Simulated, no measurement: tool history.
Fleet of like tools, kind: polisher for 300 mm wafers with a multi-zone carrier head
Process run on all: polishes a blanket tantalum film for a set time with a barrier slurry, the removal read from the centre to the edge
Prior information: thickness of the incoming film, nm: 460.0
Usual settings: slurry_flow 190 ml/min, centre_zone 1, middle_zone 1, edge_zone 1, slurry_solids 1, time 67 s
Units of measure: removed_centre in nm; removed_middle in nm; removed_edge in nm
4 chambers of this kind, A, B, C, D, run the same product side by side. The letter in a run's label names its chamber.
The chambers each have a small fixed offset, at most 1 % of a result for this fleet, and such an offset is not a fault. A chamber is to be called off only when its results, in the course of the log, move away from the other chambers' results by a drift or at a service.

run	hour	slurry_flow	centre_zone	middle_zone	edge_zone	slurry_solids	time	wafers polished on this pad	hours since the slurry nozzle was cleaned	hours since the centre zone pressure was calibrated	hours since the edge zone pressure was calibrated	removed_centre	removed_middle	removed_edge
1C	5.8	190	1	1	1	1	67	703	84.3	55.9	35.9	151.65	152.08	150.33
2B	12.3	190	1	1	1	1	67	998	608.7	144.4	862.6	152.71	149.6	151.73
3A	18.6	190	1	1	1	1	67	265	611.6	1042.3	1254.3	155.27	153.06	151.44
4D	23.7	190	1	1	1	1	67	678	52.1	561.2	309.3	150.81	154.01	150.69
# hour 24.3: chamber B: worn pad replaced by a new one
5C	30.6	190	1	1.11	1	0.85	67	1037	109.1	80.7	60.7	141.98	158.76	142.8
# hour 35.7: chamber D: worn pad replaced by a new one
6A	36.4	190	1	1.11	1	0.85	67	505	629.4	1060.1	1272.1	141.55	152.8	145.29
7B	40.7	190	1	1.11	1	0.85	67	221	637.1	172.8	891	143.35	161.75	144
8D	47.5	190	1	1.11	1	0.85	67	159	75.9	585	333.1	144.27	160.74	146.41
# hour 52.7: chamber D: centre zone pressure recalibrated
9D	56.6	190	1	1	1	1	67	282	85	4	342.2	150.48	152.98	152.22
# hour 57.7: chamber C: worn pad replaced by a new one
10C	64	190	1	1	1	1	67	85	142.5	114.1	94.1	146.6	153.96	148.66
11A	70	190	1	1	1	1	67	958	663	1093.7	1305.7	151.23	150.76	151.58
12B	74.8	190	1	1	1	1	67	680	671.2	206.9	925.1	150.01	153.51	149.56
# hour 76.9: chamber A: worn pad replaced by a new one
13C	82.5	190	1	1	1	1	67	334	161	132.6	112.6	149.84	156.11	151.09
14D	86.9	190	1	1	1	1	67	690	115.3	34.3	372.5	151.23	150.44	151.92
# hour 90.6: chamber D: worn pad replaced by a new one
15B	91.9	190	1	1	1	1	67	911	688.3	224	942.2	148.16	149.31	153.67
# hour 97.5: chamber B: worn pad replaced by a new one
# hour 101.1: chamber A: edge zone pressure recalibrated
16A	101.2	190	1	1	1.05	1.3	67	328	694.2	1124.9	0.2	166.16	159.43	165.07
17A	109.5	190	1	1	1.05	1.3	67	440	702.5	1133.2	8.5	164.62	161.08	167.17
18B	113.6	190	1	1	1.05	1.3	67	216	710	245.7	963.9	161.24	164.21	167.61
19D	121	190	1	1	1.05	1.3	67	410	149.4	68.4	406.6	164.07	161.41	165.39
# hour 126.5: chamber D: edge zone pressure recalibrated
20C	126.5	190	1	1	1	1	67	927	205	176.6	156.6	148.93	152.53	149.5
21C	132.5	190	1	1	1	1	67	1008	211	182.6	162.6	154.02	154.38	153.14
22D	137.8	190	1	1	1	1.25	67	636	166.2	85.2	11.3	161.7	160.74	160.98
23A	146.4	190	1	1	1	1.25	67	937	739.4	1170.1	45.4	159.67	157.17	161.96
24B	152.5	190	1	1	1	1.25	67	741	748.9	284.6	1002.8	157.99	157.88	161.43
25C	158.4	190	1	1	1	1.25	67	1357	236.9	208.5	188.5	157.98	163.15	160.36
# hour 159.7: chamber D: worn pad replaced by a new one
# hour 160.4: chamber C: worn pad replaced by a new one
# hour 166.8: chamber A: worn pad replaced by a new one
26B	167.2	190	1	1	1	1	67	939	763.6	299.3	1017.5	153.59	150.74	153.42
27A	176.1	190	1	1	1	1	67	126	769.1	1199.8	75.1	150.23	150.87	151.36
# hour 180.3: chamber B: worn pad replaced by a new one
28D	180.9	190	1	1	1	1	67	286	209.3	128.3	54.4	149.13	153.31	150.81
29D	189.7	190	1	1	1	1	67	405	218.1	137.1	63.2	149.19	149.44	148.75
30A	195.8	190	1	1	1	1	67	391	788.8	1219.5	94.8	150.12	151.71	153.09
# hour 198.4: chamber A: centre zone pressure recalibrated
31C	202.2	190	1	1	1	1	67	564	280.7	252.3	232.3	152.16	151.81	151.95
32B	209.5	190	1	1	1	1	67	394	805.9	341.6	1059.8	153.38	150.92	150.79
33A	216.8	190	1	0.89	1.1	1	67	674	809.8	18.4	115.8	152.41	136.34	160.36
34C	221.9	190	1	0.89	1.1	1	67	829	300.4	272	252	156.03	140.77	159.01
# hour 224: chamber D: worn pad replaced by a new one
35D	226.1	190	1	0.89	1.1	1	67	28	254.5	173.5	99.6	148.55	135.74	158.94
36B	231.2	190	1	0.89	1.1	1	67	686	827.6	363.3	1081.5	152.72	136.1	160.38
37C	236.7	190	1	1	1	1	67	1029	315.2	286.8	266.8	151.75	155.39	149.22
# hour 241.9: chamber D: slurry nozzle cleaned
38B	245.8	190	1	1	1	1	67	883	842.2	377.9	1096.1	152.78	151.12	148.42
39D	253.1	190	1	1	1	1	67	392	11.3	200.5	126.6	148.71	148.39	153.19
# hour 258.8: chamber A: worn pad replaced by a new one
40A	262.2	190	0.95	1	1	1.1	67	47	855.2	63.8	161.2	147.43	157.27	157.46

Is one chamber off against the others, does the gauge drift, or is nothing wrong? If a chamber is off, say which, and what the likeliest cause is.

Beyond each chamber's small constant offset nothing stands out, and the gauge stays steady.
